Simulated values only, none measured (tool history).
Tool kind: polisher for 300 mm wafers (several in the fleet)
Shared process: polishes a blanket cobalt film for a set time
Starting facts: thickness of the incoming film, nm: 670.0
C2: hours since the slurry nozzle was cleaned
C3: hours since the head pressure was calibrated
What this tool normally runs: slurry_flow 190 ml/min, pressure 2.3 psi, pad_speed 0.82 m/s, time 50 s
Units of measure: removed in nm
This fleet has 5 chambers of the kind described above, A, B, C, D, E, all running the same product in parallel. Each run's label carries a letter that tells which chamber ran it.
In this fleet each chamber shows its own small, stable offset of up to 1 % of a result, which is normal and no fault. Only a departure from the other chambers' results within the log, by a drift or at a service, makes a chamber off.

Run 1C, day 0.154: usual settings; wafers polished on this pad 539; C2 568; C3 664.9. Result: removed 232.73 nm.
Run 2B, day 0.3: usual settings; wafers polished on this pad 497; C2 465.9; C3 325.3. Result: removed 232.83 nm.
Run 3A, day 0.55: usual settings; wafers polished on this pad 489; C2 94.6; C3 935.1. Result: removed 234.92 nm.
Run 4D, day 0.771: usual settings; wafers polished on this pad 419; C2 682.6; C3 935.6. Result: removed 233.57 nm.
Run 5E, day 1.004: usual settings; wafers polished on this pad 584; C2 754.2; C3 774.7. Result: removed 234.22 nm.
At day 1.117: chamber D: worn pad replaced by a new one.
Run 6E, day 1.204: usual settings; wafers polished on this pad 658; C2 759; C3 779.5. Result: removed 232.97 nm.
Run 7A, day 1.367: usual settings; wafers polished on this pad 792; C2 114.2; C3 954.7. Result: removed 231.28 nm.
Run 8B, day 1.542: usual settings; wafers polished on this pad 958; C2 495.7; C3 355.1. Result: removed 236.08 nm.
At day 1.592: chamber B: worn pad replaced by a new one.
At day 1.771: chamber C: worn pad replaced by a new one.
Run 9C, day 1.779: usual settings; wafers polished on this pad 4; C2 607; C3 703.9. Result: removed 238.36 nm.
Run 10D, day 1.925: usual settings; wafers polished on this pad 301; C2 710.3; C3 963.3. Result: removed 233.58 nm.
Run 11E, day 2.108: usual settings; wafers polished on this pad 994; C2 780.7; C3 801.2. Result: removed 236.88 nm.
Run 12D, day 2.233: usual settings; wafers polished on this pad 416; C2 717.7; C3 970.7. Result: removed 236.92 nm.
At day 2.367: chamber E: worn pad replaced by a new one.
Run 13A, day 2.421: usual settings; wafers polished on this pad 1184; C2 139.5; C3 980. Result: removed 233.99 nm.
At day 2.658: chamber D: worn pad replaced by a new one.
Run 14B, day 2.662: usual settings; wafers polished on this pad 398; C2 522.6; C3 382. Result: removed 233.98 nm.
At day 2.767: chamber E: slurry nozzle cleaned.
Run 15C, day 2.858: usual settings; wafers polished on this pad 404; C2 632.9; C3 729.8. Result: removed 233.44 nm.
At day 2.946: chamber A: worn pad replaced by a new one.
At day 3.058: chamber D: slurry nozzle cleaned.
Run 16B, day 3.1: usual settings; wafers polished on this pad 560; C2 533.1; C3 392.5. Result: removed 236.03 nm.
Run 17A, day 3.275: usual settings; wafers polished on this pad 123; C2 160; C3 1000.5. Result: removed 230.94 nm.
Run 18E, day 3.508: usual settings; wafers polished on this pad 424; C2 17.9; C3 834.8. Result: removed 245.12 nm.
Run 19C, day 3.708: usual settings but slurry_flow 135 ml/min, pressure 1.6 psi; wafers polished on this pad 720; C2 653.3; C3 750.2. Result: removed 152.14 nm.
Run 20D, day 3.95: usual settings but slurry_flow 135 ml/min, pressure 1.6 psi; wafers polished on this pad 479; C2 21.5; C3 1011.9. Result: removed 156.03 nm.
Run 21C, day 4.229: usual settings but slurry_flow 135 ml/min, pressure 1.6 psi; wafers polished on this pad 913; C2 665.8; C3 762.7. Result: removed 153.09 nm.
At day 4.329: chamber D: worn pad replaced by a new one.
Run 22E, day 4.412: usual settings but slurry_flow 135 ml/min, pressure 1.6 psi; wafers polished on this pad 760; C2 39.6; C3 856.5. Result: removed 165.15 nm.
At day 4.55: chamber C: worn pad replaced by a new one.
At day 4.554: chamber C: slurry nozzle cleaned.
Run 23B, day 4.558: usual settings but slurry_flow 135 ml/min, pressure 1.6 psi; wafers polished on this pad 1102; C2 568.1; C3 427.5. Result: removed 152.9 nm.
Run 24D, day 4.758: usual settings; wafers polished on this pad 159; C2 40.9; C3 1031.3. Result: removed 237.2 nm.
Run 25A, day 5.021: usual settings; wafers polished on this pad 771; C2 201.9; C3 1042.4. Result: removed 234.44 nm.
At day 5.083: chamber B: worn pad replaced by a new one.
Run 26A, day 5.292: usual settings; wafers polished on this pad 872; C2 208.4; C3 1048.9. Result: removed 233.77 nm.
Run 27B, day 5.562: usual settings; wafers polished on this pad 178; C2 592.2; C3 451.6. Result: removed 234.18 nm.
At day 5.679: chamber E: worn pad replaced by a new one.
Run 28D, day 5.758: usual settings; wafers polished on this pad 530; C2 64.9; C3 1055.3. Result: removed 233.54 nm.
Run 29E, day 5.954: usual settings; wafers polished on this pad 103; C2 76.6; C3 893.5. Result: removed 259.04 nm.
Run 30C, day 6.196: usual settings; wafers polished on this pad 611; C2 39.4; C3 809.9. Result: removed 229.9 nm.

The same settings go to every chamber for the next run, one line per chamber below. Forecast the results for each:
Run 31A, day 6.4: usual settings. Result: removed ?.
Run 31B, day 6.4: usual settings. Result: removed ?.
Run 31C, day 6.4: usual settings. Result: removed ?.
Run 31D, day 6.4: usual settings. Result: removed ?.
Run 31E, day 6.4: usual settings. Result: removed ?.

run  removed
31A   228.43
31B   227.74
31C    235.6
31D    229.7
31E    258.6
